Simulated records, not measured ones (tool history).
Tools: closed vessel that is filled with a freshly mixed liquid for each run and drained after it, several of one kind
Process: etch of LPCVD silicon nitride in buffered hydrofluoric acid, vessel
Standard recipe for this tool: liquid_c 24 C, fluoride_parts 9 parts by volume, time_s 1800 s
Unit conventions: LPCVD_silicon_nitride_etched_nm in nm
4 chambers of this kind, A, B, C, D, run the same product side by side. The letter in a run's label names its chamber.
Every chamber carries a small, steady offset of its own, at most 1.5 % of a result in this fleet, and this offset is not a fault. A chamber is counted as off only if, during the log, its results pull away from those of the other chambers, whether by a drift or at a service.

run,hour,liquid_c,fluoride_parts,time_s,hours since the thermometer was replaced,hours since the hydrofluoric acid flow meter was replaced,"read-back film thickness of the LPCVD silicon nitride reference wafer, read on the same gauge (nm)",LPCVD_silicon_nitride_etched_nm
1D,2.7,24,9,1800,371.1,1273.4,50.001,24.949
2C,5,24,9,1800,1063.5,800.2,49.999,24.86
3B,8.9,24,9,1800,242.5,12.2,50.02,24.871
4A,11.3,24,9,1800,3308.6,741.9,50.002,25.22
5C,13.7,24,10.5,2235,1072.2,808.9,49.988,27.298
# hour 14.9: chamber C: hydrofluoric acid flow meter replaced
6D,16.6,24,10.5,2235,385,1287.3,49.979,28.257
7B,21.1,24,10.5,2235,254.7,24.4,50.014,27.599
8A,25.9,24,10.5,2235,3323.2,756.5,49.998,27.614
9D,29.2,24,9,1800,397.6,1299.9,50.016,25.198
10C,34,24,9,1800,1092.5,19.1,49.998,24.76
11B,36.7,24,9,1800,270.3,40,50.013,24.626
12A,39.3,24,9,1800,3336.6,769.9,49.996,24.974
13A,42.8,24,9,1800,3340.1,773.4,50.003,24.77
14D,47.6,24,9,1800,416,1318.3,49.999,24.425
15C,50.9,28.5,9,1800,1109.4,36,49.981,31.848
16B,54,28.5,9,1800,287.6,57.3,49.98,32.146
17D,58.1,28.5,9,1800,426.5,1328.8,50.011,31.474
18B,62.1,28.5,9,1800,295.7,65.4,50.006,31.934
19C,66.6,24,9,1800,1125.1,51.7,49.979,24.821
20A,69.9,24,9,1800,3367.2,800.5,50.014,24.839
21D,74.7,24,6.5,1800,443.1,1345.4,49.998,33.635
22C,78,24,6.5,1800,1136.5,63.1,50.015,35.352
23B,80.8,24,6.5,1800,314.4,84.1,50.019,34.42
24A,84.5,24,6.5,1800,3381.8,815.1,49.979,35.081
25A,87.6,27.5,8,1800,3384.9,818.2,49.982,34.249
26B,92,27.5,8,1800,325.6,95.3,49.997,33.984
27C,94.4,27.5,8,1800,1152.9,79.5,50.019,34.569
28D,96.7,27.5,8,1800,465.1,1367.4,50.003,31.64
29A,99.9,24,9,1800,3397.2,830.5,50.01,25.194
30B,104.4,24,9,1800,338,107.7,50.006,25.08
31C,107.9,24,9,1800,1166.4,93,49.995,25.175
32D,111.4,24,9,1800,479.8,1382.1,50.008,23.955

The same settings go to every chamber for the next run, one line per chamber below. Forecast the results for each:
33A,115,24,9,765,,,,?
33B,115,24,9,765,,,,?
33C,115,24,9,765,,,,?
33D,115,24,9,765,,,,?

run,LPCVD_silicon_nitride_etched_nm
33A,10.511
33B,10.576
33C,10.618
33D,10.116
